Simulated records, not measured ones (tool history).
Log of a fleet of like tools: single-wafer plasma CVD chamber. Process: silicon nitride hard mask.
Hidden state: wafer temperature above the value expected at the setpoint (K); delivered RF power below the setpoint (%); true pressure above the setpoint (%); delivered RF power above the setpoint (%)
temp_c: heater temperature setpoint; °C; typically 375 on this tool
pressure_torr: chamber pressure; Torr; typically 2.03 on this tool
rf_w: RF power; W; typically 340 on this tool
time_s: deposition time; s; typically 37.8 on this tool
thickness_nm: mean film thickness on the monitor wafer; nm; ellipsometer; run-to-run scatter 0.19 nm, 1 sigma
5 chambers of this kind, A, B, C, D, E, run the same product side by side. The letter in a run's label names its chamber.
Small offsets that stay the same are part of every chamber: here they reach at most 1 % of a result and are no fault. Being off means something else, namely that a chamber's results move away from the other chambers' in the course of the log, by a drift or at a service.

| run | hour | temp_c | pressure_torr | rf_w | time_s | hours since the last thermocouple change | hours since the last RF generator calibration | hours since the last manometer calibration | read-back reference wafer on the same gauge, thickness_nm | thickness_nm |
|---|---|---|---|---|---|---|---|---|---|---|
| 1C | 11.6 | 375 | 2.03 | 340 | 37.8 | 946.4 | 325 | 2151.9 | 59.775 | 51.268 |
| 2B | 25.2 | 375 | 2.03 | 340 | 37.8 | 1326.5 | 870.2 | 335.9 | 59.817 | 51.087 |
| 3D | 36.3 | 375 | 2.03 | 340 | 37.8 | 1440.1 | 489.7 | 403.4 | 59.777 | 50.305 |
| 4E | 44.7 | 375 | 2.03 | 340 | 37.8 | 139.5 | 224 | 1152.2 | 59.771 | 51.15 |
| 5A | 59.8 | 375 | 2.03 | 340 | 37.8 | 1619 | 1071.5 | 2014.3 | 59.807 | 50.781 |
| 6D | 68.5 | 375 | 2.03 | 340 | 37.8 | 1472.3 | 521.9 | 435.6 | 59.813 | 50.512 |
| 7B | 80.1 | 375 | 2.03 | 340 | 37.8 | 1381.4 | 925.1 | 390.8 | 59.8 | 51.133 |
| 8E | 90.1 | 375 | 2.03 | 340 | 37.8 | 184.9 | 269.4 | 1197.6 | 59.796 | 50.656 |
| 9A | 101.6 | 375 | 2.03 | 340 | 37.8 | 1660.8 | 1113.3 | 2056.1 | 59.814 | 51.016 |
| 10C | 110.4 | 375 | 2.03 | 340 | 37.8 | 1045.2 | 423.8 | 2250.7 | 59.767 | 51.4 |
|  | 114.5 | chamber C: capacitance manometer re-zeroed and calibrated |
| 11B | 120.2 | 375 | 2.03 | 340 | 37.8 | 1421.5 | 965.2 | 430.9 | 59.783 | 51.527 |
| 12C | 133.6 | 375 | 2.03 | 340 | 37.8 | 1068.4 | 447 | 19.1 | 59.804 | 51.446 |
| 13A | 144.8 | 375 | 2.03 | 340 | 37.8 | 1704 | 1156.5 | 2099.3 | 59.807 | 51.094 |
| 14E | 151.7 | 375 | 1.64 | 340 | 37.8 | 246.5 | 331 | 1259.2 | 59.787 | 47.756 |
| 15D | 158.5 | 375 | 1.64 | 340 | 37.8 | 1562.3 | 611.9 | 525.6 | 59.813 | 47.48 |
| 16E | 172.2 | 375 | 1.64 | 340 | 37.8 | 267 | 351.5 | 1279.7 | 59.841 | 47.534 |
|  | 175.1 | chamber A: capacitance manometer re-zeroed and calibrated |
| 17D | 185.6 | 375 | 1.64 | 340 | 37.8 | 1589.4 | 639 | 552.7 | 59.854 | 47.588 |
| 18A | 194.4 | 375 | 1.64 | 340 | 37.8 | 1753.6 | 1206.1 | 19.4 | 59.824 | 47.863 |
| 19C | 207.7 | 375 | 2.03 | 340 | 37.8 | 1142.5 | 521.1 | 93.2 | 59.783 | 51.247 |
| 20B | 216 | 370 | 2.03 | 290 | 37.8 | 1517.3 | 1061 | 526.7 | 59.812 | 46.247 |
| 21D | 230 | 370 | 2.03 | 290 | 37.8 | 1633.8 | 683.4 | 597.1 | 59.821 | 45.374 |
| 22C | 238.9 | 370 | 2.03 | 290 | 37.8 | 1173.7 | 552.3 | 124.4 | 59.781 | 46.423 |
|  | 239.3 | chamber D: thermocouple changed; heater temperature recalibrated |
| 23E | 246.3 | 370 | 2.03 | 290 | 37.8 | 341.1 | 425.6 | 1353.8 | 59.793 | 45.992 |
| 24A | 254.6 | 370 | 2.03 | 290 | 37.8 | 1813.8 | 1266.3 | 79.6 | 59.876 | 45.985 |
| 25B | 269.9 | 375 | 2.03 | 340 | 37.8 | 1571.2 | 1114.9 | 580.6 | 59.757 | 51.056 |
| 26C | 280.1 | 375 | 2.03 | 340 | 37.8 | 1214.9 | 593.5 | 165.6 | 59.779 | 50.979 |
| 27A | 289.2 | 375 | 2.46 | 340 | 31 | 1848.4 | 1300.9 | 114.2 | 59.798 | 43.649 |
| 28B | 297 | 375 | 2.46 | 340 | 31 | 1598.3 | 1142 | 607.7 | 59.831 | 44.206 |
| 29E | 304.1 | 375 | 2.46 | 340 | 31 | 398.9 | 483.4 | 1411.6 | 59.763 | 43.514 |
|  | 309.3 | chamber A: RF generator calibrated |
| 30D | 315.1 | 375 | 2.46 | 340 | 31 | 75.8 | 768.5 | 682.2 | 59.824 | 43.78 |
| 31D | 330.4 | 375 | 2.46 | 340 | 31 | 91.1 | 783.8 | 697.5 | 59.805 | 43.668 |
| 32C | 339.5 | 375 | 2.03 | 340 | 37.8 | 1274.3 | 652.9 | 225 | 59.764 | 51.3 |
| 33A | 353.5 | 375 | 2.03 | 340 | 37.8 | 1912.7 | 44.2 | 178.5 | 59.792 | 50.974 |
| 34B | 361.9 | 375 | 2.03 | 340 | 37.8 | 1663.2 | 1206.9 | 672.6 | 59.77 | 51.246 |
| 35E | 375.4 | 375 | 2.03 | 340 | 37.8 | 470.2 | 554.7 | 1482.9 | 59.812 | 50.563 |

All chambers now run identical settings, listed one chamber a line with results as question marks. What results will each chamber show?
| 36A | 386.6 | 366 | 2.03 | 340 | 37.8 |  |  |  |  | ? |
| 36B | 386.6 | 366 | 2.03 | 340 | 37.8 |  |  |  |  | ? |
| 36C | 386.6 | 366 | 2.03 | 340 | 37.8 |  |  |  |  | ? |
| 36D | 386.6 | 366 | 2.03 | 340 | 37.8 |  |  |  |  | ? |
| 36E | 386.6 | 366 | 2.03 | 340 | 37.8 |  |  |  |  | ? |

| run | thickness_nm |
|---|---|
| 36A | 50.975 |
| 36B | 51.387 |
| 36C | 51.62 |
| 36D | 50.562 |
| 36E | 50.502 |
